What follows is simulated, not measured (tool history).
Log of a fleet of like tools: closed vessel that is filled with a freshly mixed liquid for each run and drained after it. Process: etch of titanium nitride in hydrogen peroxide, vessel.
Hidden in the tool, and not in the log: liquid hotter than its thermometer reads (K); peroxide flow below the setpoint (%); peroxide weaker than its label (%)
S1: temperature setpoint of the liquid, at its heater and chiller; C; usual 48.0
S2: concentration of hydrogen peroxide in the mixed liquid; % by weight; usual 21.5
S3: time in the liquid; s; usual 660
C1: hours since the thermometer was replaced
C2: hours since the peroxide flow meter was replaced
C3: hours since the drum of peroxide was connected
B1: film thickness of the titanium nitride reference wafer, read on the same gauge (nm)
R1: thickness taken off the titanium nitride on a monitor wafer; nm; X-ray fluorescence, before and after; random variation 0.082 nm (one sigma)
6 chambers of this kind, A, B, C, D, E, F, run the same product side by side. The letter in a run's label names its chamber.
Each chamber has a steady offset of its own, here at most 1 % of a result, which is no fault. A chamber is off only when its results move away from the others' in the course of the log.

run	hour	S1	S2	S3	C1	C2	C3	B1	R1
1A	9.2	48.0	21.5	660	244.8	591.1	115.0	120.00	14.4910
2B	17.8	48.0	21.5	660	688.9	1735.7	265.2	120.02	14.3920
3D	25.7	48.0	21.5	660	372.6	518.5	453.5	120.00	14.4780
4C	37.2	48.0	21.5	660	287.2	764.1	481.8	120.00	14.4400
5F	48.9	48.0	21.5	660	586.7	1498.3	638.4	120.00	14.3520
6E	60.8	48.0	21.5	660	805.3	1356.1	380.9	120.00	14.3570
7D	68.5	48.0	21.5	660	415.4	561.3	496.3	119.97	14.3650
8A	76.4	48.0	21.5	660	312.0	658.3	182.2	120.01	14.3990
9E	83.1	41.5	21.5	660	827.6	1378.4	403.2	120.00	8.9327
10B	89.5	41.5	21.5	660	760.6	1807.4	336.9	119.99	8.8401
11C	101.5	41.5	21.5	660	351.5	828.4	546.1	119.99	8.9035
12F	108.2	41.5	21.5	660	646.0	1557.6	697.7	120.02	8.8497
13E	116.9	41.5	21.5	660	861.4	1412.2	437.0	120.02	8.9529
14D	127.1	41.5	21.5	660	474.0	619.9	554.9	120.01	8.8504
# hour 130.1: chamber F: new drum of peroxide connected
15C	141.8	48.0	21.5	660	391.8	868.7	586.4	120.00	14.3940
16A	152.4	48.0	21.5	660	388.0	734.3	258.2	120.00	14.4660
17B	159.4	48.0	21.5	660	830.5	1877.3	406.8	119.98	14.4320
18F	169.4	48.0	21.5	660	707.2	1618.8	39.3	120.02	14.5390
19E	177.7	48.0	18.5	660	922.2	1473.0	497.8	119.99	14.1210
20C	191.1	48.0	18.5	660	441.1	918.0	635.7	119.99	14.0100
21A	200.7	48.0	18.5	660	436.3	782.6	306.5	119.99	14.1200
22F	210.1	48.0	18.5	660	747.9	1659.5	80.0	120.00	14.1400
23B	221.7	48.0	18.5	660	892.8	1939.6	469.1	119.99	13.9660
24D	229.5	48.0	18.5	660	576.4	722.3	657.3	119.98	14.0610
25A	241.7	48.0	21.5	660	477.3	823.6	347.5	120.02	14.4590
26F	256.4	48.0	21.5	660	794.2	1705.8	126.3	119.98	14.8600
27D	265.0	38.5	21.5	660	611.9	757.8	692.8	120.01	6.9590
28E	271.9	38.5	21.5	660	1016.4	1567.2	592.0	119.99	7.1606
29B	281.9	38.5	21.5	660	953.0	1999.8	529.3	119.98	7.0751
30C	292.6	38.5	21.5	660	542.6	1019.5	737.2	120.00	7.1360
31C	305.6	38.5	21.5	660	555.6	1032.5	750.2	120.00	7.0768
32E	316.1	38.5	21.5	660	1060.6	1611.4	636.2	120.01	7.1344
33B	324.2	48.0	21.5	660	995.3	2042.1	571.6	120.02	14.6490
34D	335.6	53.5	21.5	945	682.5	828.4	763.4	120.00	30.9600
# hour 343.7: chamber F: peroxide flow meter replaced
35A	348.1	53.5	21.5	945	583.7	930.0	453.9	120.01	30.3160
36F	361.8	53.5	21.5	945	899.6	18.2	231.7	120.03	32.3850

Is one chamber off against the others, does the gauge drift, or is nothing wrong? If a chamber is off, say which, and what the likeliest cause is.

Chamber F drifts away from the others.
Cause: liquid hotter than its thermometer reads (K) = 0.755.

Here are 4 candidates for chamber F's next run, each the usual settings with a change, their results left as question marks. Which one brings its results back in line with what the others give on the usual settings?
In line means no further than this from the other chambers' mean on the usual settings: R1 0.2900 nm
37F-1	372.4	48.0	21.5	725					?
37F-2	372.4	48.0	21.5	695					?
37F-3	372.4	48.0	13.5	660					?
37F-4	372.4	48.0	16.5	660					?

The other chambers' mean on the usual settings: R1 14.4110 nm
run	R1
37F-1	16.6850
37F-2	15.9950
37F-3	13.7400
37F-4	14.3430
37F-4 brings the chamber back in line.

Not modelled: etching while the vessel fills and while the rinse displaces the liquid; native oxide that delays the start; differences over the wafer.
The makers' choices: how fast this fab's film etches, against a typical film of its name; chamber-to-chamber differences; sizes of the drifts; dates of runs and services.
